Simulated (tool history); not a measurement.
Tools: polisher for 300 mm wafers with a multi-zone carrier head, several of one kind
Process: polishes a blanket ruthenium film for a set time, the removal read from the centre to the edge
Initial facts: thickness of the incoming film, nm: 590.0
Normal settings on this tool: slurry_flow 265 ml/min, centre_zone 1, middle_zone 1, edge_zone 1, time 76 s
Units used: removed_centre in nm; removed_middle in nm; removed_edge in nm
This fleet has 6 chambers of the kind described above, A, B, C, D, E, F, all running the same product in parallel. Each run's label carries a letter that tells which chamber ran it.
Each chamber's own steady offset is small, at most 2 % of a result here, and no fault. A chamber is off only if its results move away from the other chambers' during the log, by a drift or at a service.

run,hour,slurry_flow,centre_zone,middle_zone,edge_zone,time,removed_centre,removed_middle,removed_edge
1D,6.1,265,1,1,1,76,108.930,114.850,110.70
# hour 17.5: chamber A: worn pad replaced by a new one
2B,18.3,265,1,1,1,76,107.850,112.040,112.56
3F,30.6,265,1,1,1,76,112.310,111.120,112.62
# hour 38.5: chamber D: worn pad replaced by a new one
4A,40.9,265,1,1,1,76,112.670,112.030,113.15
5C,50.6,265,1,1,1,76,109.770,110.580,111.95
6E,61.7,265,1,1,1,76,112.270,110.740,113.59
7E,69.6,265,1,1,1,76,109.950,108.800,112.78
# hour 70.3: chamber F: worn pad replaced by a new one
8D,77.8,265,1,1,1,76,112.140,114.550,111.25
# hour 80.5: chamber E: worn pad replaced by a new one
9B,89.8,265,1,1,1,76,112.770,112.110,111.00
# hour 94.9: chamber F: centre zone pressure recalibrated
10F,97.2,265,1,1,1,76,114.520,109.120,113.29
# hour 104.2: chamber A: centre zone pressure recalibrated
11A,106.8,265,1,1,1,76,111.080,109.430,111.20
# hour 108.1: chamber D: worn pad replaced by a new one
# hour 111.5: chamber E: slurry nozzle cleaned
12C,117.9,265,1,1,1,76,109.220,108.120,111.05
# hour 125.6: chamber B: worn pad replaced by a new one
13E,129.8,265,1,1,1,76,110.170,110.310,113.05
# hour 136.6: chamber F: slurry nozzle cleaned
14C,138.4,265,1,1,1,76,107.430,109.020,108.22
# hour 145.6: chamber D: slurry nozzle cleaned
# hour 146.7: chamber D: centre zone pressure recalibrated
15B,149.8,265,1,1,1,76,109.900,110.930,110.86
# hour 151.6: chamber F: worn pad replaced by a new one
16D,156.9,265,1,1,1,76,110.280,111.250,111.91
17F,164.7,265,1,1,1,76,112.130,110.910,112.12
18A,172.0,265,1,1,1,76,109.960,111.480,111.45
19E,177.5,265,1,1,1,76,111.610,110.800,112.46
# hour 181.8: chamber A: worn pad replaced by a new one
20A,183.4,265,1,1,1,86,125.580,126.190,129.27
21C,189.6,265,1,1,1,86,121.430,119.580,122.70
# hour 194.0: chamber D: worn pad replaced by a new one
22D,202.0,265,1,1,1,86,125.460,127.480,128.13
23F,210.9,265,1,1,1,86,126.850,125.840,125.91
24B,218.2,265,1,1,1,86,124.840,122.640,125.73
25D,224.9,265,1,1,1,86,126.530,123.260,126.61
# hour 229.1: chamber E: worn pad replaced by a new one
26A,235.4,265,1,1,1,76,112.050,110.910,112.19
# hour 237.6: chamber E: centre zone pressure recalibrated
# hour 239.5: chamber B: centre zone pressure recalibrated
# hour 240.1: chamber F: worn pad replaced by a new one
27B,245.9,265,1,1,1,76,108.700,112.110,111.17
28F,255.2,265,1,1,1,76,111.630,110.650,112.84
29C,264.5,265,1,1,1,76,103.760,106.820,105.19
# hour 270.6: chamber B: worn pad replaced by a new one
# hour 273.8: chamber D: worn pad replaced by a new one
30E,276.2,190,1,1,1,76,105.870,107.070,108.49
31D,281.9,190,1,1,1,76,106.540,104.930,108.46
# hour 283.1: chamber E: edge zone pressure recalibrated
# hour 284.1: chamber E: slurry nozzle cleaned
32E,288.0,190,1,1,1,76,107.120,108.360,108.86
33C,299.2,190,1,1,1,76,96.749,98.262,100.94
34A,307.1,190,1,1,1,76,106.860,106.170,109.79
# hour 313.0: chamber A: worn pad replaced by a new one
35B,313.6,190,1,1,1,76,105.710,108.240,107.32
# hour 323.2: chamber F: worn pad replaced by a new one
36F,323.8,265,1,1,1,76,113.340,109.410,110.50
37C,333.1,265,1,1,1,76,102.260,101.280,103.40
# hour 341.2: chamber D: worn pad replaced by a new one
38D,342.8,265,1,1,1,76,109.360,112.960,111.25
39B,353.3,265,1,1,1,76,110.840,111.040,111.31
40A,360.0,265,1,1,1,76,113.380,110.400,112.66
41E,369.1,265,1,1,1,76,112.640,110.810,111.73
42F,378.2,265,1,1,1,76,113.910,109.050,111.72

Decide between three cases: one chamber stands off from its peers, the gauge reading all wafers drifts, or nothing is wrong past each chamber's small offset. Where a chamber is off, say which and what most likely put it there.

It is chamber C that slowly wanders off from its peers.
Cause: removal rate lost through wear of the pad, % = 9.73.

Which of the 4 candidates below, each the usual settings with something changed and its results left as question marks, puts chamber C back in line with what the other chambers give on the usual settings?
Counts as in line when no further than this from what the other chambers average on the usual settings: removed_centre 4.200 nm; removed_middle 4.800 nm; removed_edge 4.400 nm
43C-1,387.2,260,1,1,1,68,?,?,?
43C-2,387.2,265,1,1,1,73,?,?,?
43C-3,387.2,265,1,1,1,79,?,?,?
43C-4,387.2,270,1,1,1,84,?,?,?

The other chambers' mean on the usual settings: removed_centre 111.600 nm; removed_middle 111.150 nm; removed_edge 112.050 nm
run,removed_centre,removed_middle,removed_edge
43C-1,88.963,88.969,90.198
43C-2,95.749,95.731,96.998
43C-3,103.620,103.600,104.970
43C-4,110.450,110.400,111.800
43C-4 puts the chamber back in line with the other chambers.
